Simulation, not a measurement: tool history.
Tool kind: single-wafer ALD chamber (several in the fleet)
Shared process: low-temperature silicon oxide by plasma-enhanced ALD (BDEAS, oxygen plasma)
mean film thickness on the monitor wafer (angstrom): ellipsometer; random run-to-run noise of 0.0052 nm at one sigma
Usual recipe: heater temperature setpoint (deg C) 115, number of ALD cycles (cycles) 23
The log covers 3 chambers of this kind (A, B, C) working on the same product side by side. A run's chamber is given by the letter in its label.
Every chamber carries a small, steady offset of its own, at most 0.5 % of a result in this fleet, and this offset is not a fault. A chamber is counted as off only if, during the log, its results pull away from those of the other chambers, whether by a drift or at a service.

run	day	heater temperature setpoint (deg C)	number of ALD cycles (cycles)	read-back reference wafer on the same gauge, thickness_nm	mean film thickness on the monitor wafer (angstrom)
1B	0.650	115	23	3.2206	31.955
2A	1.054	115	23	3.2199	32.030
3C	1.425	115	23	3.2219	32.050
4B	1.867	115	23	3.2239	32.055
5C	2.412	109	23	3.2223	32.589
6A	2.858	109	23	3.2241	32.507
7A	3.196	109	23	3.2235	32.415
8B	3.633	108	23	3.2241	32.415
9C	4.221	108	23	3.2245	32.612
10B	4.879	108	23	3.2254	32.447
11A	5.400	106	27	3.2264	38.324
12C	5.867	106	27	3.2275	38.334
13B	6.517	106	27	3.2264	38.226
14A	6.833	115	23	3.2271	32.088
15C	7.167	115	23	3.2271	32.179
16C	7.479	115	23	3.2290	32.157
17A	7.879	115	23	3.2292	32.116
18B	8.392	103	26	3.2292	37.141
19B	9.033	103	26	3.2300	37.099
20A	9.342	103	26	3.2314	37.140
21C	9.921	115	23	3.2311	32.186
22A	10.433	108	19	3.2318	26.961
23B	10.758	108	19	3.2327	26.846
24C	11.212	108	19	3.2328	26.939
25A	11.625	115	23	3.2322	32.186
26C	12.196	115	23	3.2335	32.203
27B	12.821	115	23	3.2346	32.079
28A	13.150	115	23	3.2351	32.194
29C	13.575	115	23	3.2357	32.173
30B	13.925	107	25	3.2350	35.433
31A	14.446	107	25	3.2365	35.476
32C	15.042	107	25	3.2351	35.510
33B	15.404	115	23	3.2371	32.166
34A	16.033	115	23	3.2385	32.338
35B	16.371	115	23	3.2385	32.190
36C	16.717	115	23	3.2396	32.211
37C	17.292	107	21	3.2389	29.869
38A	17.846	107	21	3.2402	29.919
39B	18.504	107	21	3.2403	29.770
40A	18.833	102	26	3.2423	37.358

One chamber off, gauge drift, or nothing amiss beyond the chambers' own small offsets? If it is a chamber, which one, and what is the likeliest cause?

None of the chambers is off. What moves is the gauge, dragging all their readings along together.
Likeliest cause: gauge reads high (%) = 0.673.
